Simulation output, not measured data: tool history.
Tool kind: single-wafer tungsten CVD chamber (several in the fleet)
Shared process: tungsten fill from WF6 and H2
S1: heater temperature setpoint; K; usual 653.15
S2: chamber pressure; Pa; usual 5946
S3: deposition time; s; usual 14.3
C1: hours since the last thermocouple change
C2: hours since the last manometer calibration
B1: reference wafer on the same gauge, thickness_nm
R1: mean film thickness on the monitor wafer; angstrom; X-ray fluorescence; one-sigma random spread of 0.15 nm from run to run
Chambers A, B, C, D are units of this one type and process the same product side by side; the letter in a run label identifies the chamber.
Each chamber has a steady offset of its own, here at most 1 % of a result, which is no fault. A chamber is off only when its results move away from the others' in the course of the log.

Run 1B, hour 12.4: usual settings; C1 1790.5; C2 1872.0; B1 37.664. Result: R1 338.83 angstrom.
Run 2A, hour 25.5: usual settings; C1 912.2; C2 185.9; B1 37.724. Result: R1 338.50 angstrom.
Run 3D, hour 33.9: usual settings; C1 1568.9; C2 1579.3; B1 37.700. Result: R1 337.46 angstrom.
Run 4C, hour 43.6: usual settings; C1 1329.6; C2 823.5; B1 37.699. Result: R1 336.64 angstrom.
Run 5B, hour 53.7: usual settings but S1 642.15 K, S2 5080 Pa; C1 1831.8; C2 1913.3; B1 37.706. Result: R1 249.87 angstrom.
Run 6D, hour 63.5: usual settings but S1 642.15 K, S2 5080 Pa; C1 1598.5; C2 1608.9; B1 37.690. Result: R1 248.73 angstrom.
Run 7A, hour 71.2: usual settings but S1 642.15 K, S2 5080 Pa; C1 957.9; C2 231.6; B1 37.730. Result: R1 252.31 angstrom.
Run 8C, hour 83.2: usual settings but S1 642.15 K, S2 5080 Pa; C1 1369.2; C2 863.1; B1 37.717. Result: R1 247.45 angstrom.
Run 9D, hour 95.0: usual settings; C1 1630.0; C2 1640.4; B1 37.674. Result: R1 335.22 angstrom.
Run 10A, hour 105.6: usual settings; C1 992.3; C2 266.0; B1 37.702. Result: R1 343.68 angstrom.
At hour 106.1: chamber D: capacitance manometer re-zeroed and calibrated.
Run 11C, hour 112.9: usual settings but S2 6626 Pa; C1 1398.9; C2 892.8; B1 37.693. Result: R1 353.90 angstrom.
Run 12B, hour 124.5: usual settings but S2 6626 Pa; C1 1902.6; C2 1984.1; B1 37.694. Result: R1 360.11 angstrom.
Run 13A, hour 133.9: usual settings but S2 6626 Pa; C1 1020.6; C2 294.3; B1 37.674. Result: R1 358.56 angstrom.
Run 14D, hour 148.2: usual settings but S2 6626 Pa; C1 1683.2; C2 42.1; B1 37.687. Result: R1 353.99 angstrom.
Run 15B, hour 158.6: usual settings; C1 1936.7; C2 2018.2; B1 37.694. Result: R1 344.05 angstrom.
Run 16C, hour 172.6: usual settings; C1 1458.6; C2 952.5; B1 37.671. Result: R1 335.66 angstrom.
Run 17D, hour 184.3: usual settings; C1 1719.3; C2 78.2; B1 37.702. Result: R1 338.80 angstrom.
Run 18C, hour 194.1: usual settings; C1 1480.1; C2 974.0; B1 37.673. Result: R1 337.98 angstrom.
Run 19A, hour 205.2: usual settings; C1 1091.9; C2 365.6; B1 37.679. Result: R1 341.27 angstrom.
Run 20B, hour 213.6: usual settings; C1 1991.7; C2 2073.2; B1 37.740. Result: R1 347.84 angstrom.
Run 21B, hour 225.1: usual settings; C1 2003.2; C2 2084.7; B1 37.727. Result: R1 346.36 angstrom.
Run 22C, hour 232.7: usual settings; C1 1518.7; C2 1012.6; B1 37.686. Result: R1 336.82 angstrom.
Run 23D, hour 242.4: usual settings; C1 1777.4; C2 136.3; B1 37.716. Result: R1 335.49 angstrom.
Run 24A, hour 254.7: usual settings; C1 1141.4; C2 415.1; B1 37.668. Result: R1 338.68 angstrom.
At hour 262.9: chamber B: capacitance manometer re-zeroed and calibrated.
Run 25B, hour 266.5: usual settings but S1 644.15 K, S3 12.1 s; C1 2044.6; C2 3.7; B1 37.733. Result: R1 244.91 angstrom.
Run 26A, hour 276.0: usual settings but S1 644.15 K, S3 12.1 s; C1 1162.7; C2 436.4; B1 37.679. Result: R1 239.34 angstrom.
Run 27D, hour 289.3: usual settings but S1 644.15 K, S3 12.1 s; C1 1824.3; C2 183.2; B1 37.665. Result: R1 236.09 angstrom.
Run 28C, hour 303.8: usual settings but S1 644.15 K, S3 12.1 s; C1 1589.8; C2 1083.7; B1 37.689. Result: R1 236.73 angstrom.
Run 29D, hour 313.4: usual settings but S1 641.15 K, S2 6746 Pa; C1 1848.4; C2 207.3; B1 37.755. Result: R1 277.71 angstrom.
Run 30A, hour 327.3: usual settings but S1 641.15 K, S2 6746 Pa; C1 1214.0; C2 487.7; B1 37.686. Result: R1 279.65 angstrom.
Run 31C, hour 338.2: usual settings but S1 641.15 K, S2 6746 Pa; C1 1624.2; C2 1118.1; B1 37.667. Result: R1 276.51 angstrom.
At hour 345.2: chamber C: thermocouple changed; heater temperature recalibrated.
Run 32B, hour 346.9: usual settings but S1 641.15 K, S2 6746 Pa; C1 2125.0; C2 84.1; B1 37.689. Result: R1 292.18 angstrom.
Run 33D, hour 356.7: usual settings; C1 1891.7; C2 250.6; B1 37.646. Result: R1 337.05 angstrom.
Run 34A, hour 367.4: usual settings but S1 647.15 K, S3 16.0 s; C1 1254.1; C2 527.8; B1 37.717. Result: R1 335.60 angstrom.
Run 35C, hour 380.1: usual settings but S1 647.15 K, S3 16.0 s; C1 34.9; C2 1160.0; B1 37.682. Result: R1 332.63 angstrom.
Run 36B, hour 387.2: usual settings but S1 647.15 K, S3 16.0 s; C1 2165.3; C2 124.4; B1 37.729. Result: R1 351.70 angstrom.
Run 37B, hour 399.9: usual settings but S1 647.15 K, S3 16.0 s; C1 2178.0; C2 137.1; B1 37.681. Result: R1 351.77 angstrom.
Run 38A, hour 409.2: usual settings; C1 1295.9; C2 569.6; B1 37.678. Result: R1 340.04 angstrom.
Run 39C, hour 419.5: usual settings; C1 74.3; C2 1199.4; B1 37.675. Result: R1 339.04 angstrom.
Run 40D, hour 428.5: usual settings; C1 1963.5; C2 322.4; B1 37.721. Result: R1 336.33 angstrom.
Run 41C, hour 443.2: usual settings; C1 98.0; C2 1223.1; B1 37.708. Result: R1 335.17 angstrom.
Run 42B, hour 456.9: usual settings; C1 2235.0; C2 194.1; B1 37.728. Result: R1 358.36 angstrom.
Run 43D, hour 469.3: usual settings; C1 2004.3; C2 363.2; B1 37.678. Result: R1 337.41 angstrom.
Run 44A, hour 478.2: usual settings; C1 1364.9; C2 638.6; B1 37.670. Result: R1 339.54 angstrom.

Next, every chamber runs the same settings. What will each give?
Run 45A, hour 488.9: usual settings. Result: R1 ?.
Run 45B, hour 488.9: usual settings. Result: R1 ?.
Run 45C, hour 488.9: usual settings. Result: R1 ?.
Run 45D, hour 488.9: usual settings. Result: R1 ?.

run      R1
45A  341.25
45B  359.76
45C  338.48
45D  336.47
